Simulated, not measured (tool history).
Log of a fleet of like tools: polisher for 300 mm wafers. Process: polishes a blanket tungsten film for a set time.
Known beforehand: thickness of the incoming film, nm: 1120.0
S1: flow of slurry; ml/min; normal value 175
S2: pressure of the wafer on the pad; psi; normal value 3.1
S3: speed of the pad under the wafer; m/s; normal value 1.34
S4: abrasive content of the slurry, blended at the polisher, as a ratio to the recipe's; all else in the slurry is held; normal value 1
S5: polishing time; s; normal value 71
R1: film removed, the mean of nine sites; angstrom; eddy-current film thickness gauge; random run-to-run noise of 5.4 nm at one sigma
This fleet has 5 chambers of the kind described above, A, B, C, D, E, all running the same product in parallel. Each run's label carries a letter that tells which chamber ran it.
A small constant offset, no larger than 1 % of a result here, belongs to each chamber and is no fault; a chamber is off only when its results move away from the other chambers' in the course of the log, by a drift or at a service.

| run | day | S1 | S2 | S3 | S4 | S5 | R1 |
|---|---|---|---|---|---|---|---|
| 1E | 0.333 | 175 | 3.1 | 1.34 | 1 | 71 | 3565.7 |
| 2D | 0.9 | 175 | 3.1 | 1.34 | 1 | 71 | 3615 |
|  | 1.167 | chamber B: worn pad replaced by a new one |
|  | 1.179 | chamber E: slurry tank refilled with fresh slurry and peroxide |
|  | 1.204 | chamber A: worn pad replaced by a new one |
| 3A | 1.288 | 175 | 3.1 | 1.34 | 1 | 71 | 3853.3 |
|  | 1.429 | chamber E: worn pad replaced by a new one |
| 4B | 1.625 | 175 | 3.1 | 1.34 | 1 | 71 | 3716.7 |
|  | 1.925 | chamber D: worn pad replaced by a new one |
| 5C | 1.933 | 175 | 3.1 | 1.34 | 1 | 71 | 3663.6 |
| 6D | 2.346 | 175 | 3.1 | 1.34 | 1 | 71 | 3658.7 |
|  | 2.412 | chamber B: slurry tank refilled with fresh slurry and peroxide |
|  | 2.571 | chamber E: slurry blender recalibrated |
| 7E | 2.638 | 175 | 3.1 | 1.16 | 1 | 71 | 3209.2 |
| 8C | 3.154 | 175 | 3.1 | 1.16 | 1 | 71 | 3138.6 |
|  | 3.212 | chamber D: head pressure recalibrated |
|  | 3.554 | chamber D: slurry tank refilled with fresh slurry and peroxide |
| 9B | 3.567 | 175 | 3.1 | 1.16 | 1 | 71 | 3212.1 |
|  | 3.592 | chamber A: worn pad replaced by a new one |
|  | 3.592 | chamber E: worn pad replaced by a new one |
|  | 3.733 | chamber B: slurry blender recalibrated |
|  | 3.883 | chamber C: worn pad replaced by a new one |
|  | 3.992 | chamber A: slurry tank refilled with fresh slurry and peroxide |
| 10A | 4.108 | 175 | 3.1 | 1.16 | 1 | 71 | 3136 |
|  | 4.346 | chamber A: slurry blender recalibrated |
| 11C | 4.542 | 175 | 3.1 | 1.16 | 1 | 71 | 3276.2 |
|  | 4.546 | chamber D: worn pad replaced by a new one |
|  | 4.771 | chamber B: worn pad replaced by a new one |
| 12E | 4.85 | 175 | 3.1 | 1.34 | 1 | 49 | 2581.5 |
| 13B | 5.254 | 175 | 3.1 | 1.34 | 1 | 49 | 2493.4 |
| 14A | 5.804 | 175 | 3.1 | 1.34 | 1 | 49 | 2483.4 |
|  | 5.825 | chamber E: worn pad replaced by a new one |
|  | 6.242 | chamber A: worn pad replaced by a new one |
|  | 6.267 | chamber C: slurry tank refilled with fresh slurry and peroxide |
| 15D | 6.375 | 175 | 3.1 | 1.34 | 1 | 49 | 2477.6 |
|  | 6.438 | chamber E: slurry tank refilled with fresh slurry and peroxide |
| 16C | 6.671 | 175 | 3.1 | 1.34 | 1 | 49 | 2580.9 |
| 17A | 7.071 | 175 | 3.1 | 1.34 | 1 | 71 | 3718.7 |
| 18B | 7.496 | 175 | 3.1 | 1.34 | 1 | 71 | 3661.5 |
|  | 7.608 | chamber D: worn pad replaced by a new one |
|  | 7.804 | chamber E: head pressure recalibrated |
| 19D | 7.808 | 175 | 2.1 | 1.34 | 1 | 88 | 3103.3 |
|  | 8.058 | chamber C: worn pad replaced by a new one |
| 20E | 8.162 | 175 | 2.1 | 1.34 | 1 | 88 | 3074.2 |
|  | 8.512 | chamber E: worn pad replaced by a new one |
| 21D | 8.588 | 175 | 2.1 | 1.34 | 1 | 88 | 3093.3 |
|  | 8.742 | chamber B: worn pad replaced by a new one |
|  | 8.829 | chamber A: worn pad replaced by a new one |
|  | 8.879 | chamber A: slurry tank refilled with fresh slurry and peroxide |
| 22E | 8.892 | 175 | 2.1 | 1.34 | 1 | 88 | 3103 |
|  | 9.154 | chamber B: slurry tank refilled with fresh slurry and peroxide |
| 23C | 9.2 | 175 | 2.1 | 1.34 | 1 | 88 | 3116 |
| 24B | 9.708 | 175 | 3.1 | 1.34 | 1 | 71 | 3651.1 |
| 25A | 10.154 | 175 | 3.1 | 1.34 | 1 | 71 | 3721.2 |
|  | 10.525 | chamber D: slurry tank refilled with fresh slurry and peroxide |
| 26B | 10.554 | 175 | 3.1 | 1.34 | 1 | 71 | 3730.2 |
|  | 10.617 | chamber D: worn pad replaced by a new one |
|  | 10.779 | chamber E: worn pad replaced by a new one |
|  | 10.854 | chamber E: slurry nozzle cleaned |
| 27C | 10.888 | 175 | 3.1 | 1.34 | 1 | 71 | 3729.1 |
| 28D | 11.217 | 175 | 3.1 | 1.34 | 1 | 71 | 3635.3 |
|  | 11.271 | chamber A: slurry blender recalibrated |
|  | 11.4 | chamber A: worn pad replaced by a new one |
|  | 11.454 | chamber E: slurry tank refilled with fresh slurry and peroxide |
| 29E | 11.725 | 175 | 3.1 | 1.34 | 1 | 71 | 3752.7 |
| 30A | 11.996 | 175 | 2.4 | 0.94 | 1 | 71 | 2031 |

All chambers now run identical settings, listed one chamber a line with results as question marks. What results will each chamber show?
| 31A | 12.412 | 175 | 3.1 | 1.34 | 1 | 71 | ? |
| 31B | 12.412 | 175 | 3.1 | 1.34 | 1 | 71 | ? |
| 31C | 12.412 | 175 | 3.1 | 1.34 | 1 | 71 | ? |
| 31D | 12.412 | 175 | 3.1 | 1.34 | 1 | 71 | ? |
| 31E | 12.412 | 175 | 3.1 | 1.34 | 1 | 71 | ? |

| run | R1 |
|---|---|
| 31A | 3765.6 |
| 31B | 3678.6 |
| 31C | 3616.2 |
| 31D | 3766.9 |
| 31E | 3778.6 |

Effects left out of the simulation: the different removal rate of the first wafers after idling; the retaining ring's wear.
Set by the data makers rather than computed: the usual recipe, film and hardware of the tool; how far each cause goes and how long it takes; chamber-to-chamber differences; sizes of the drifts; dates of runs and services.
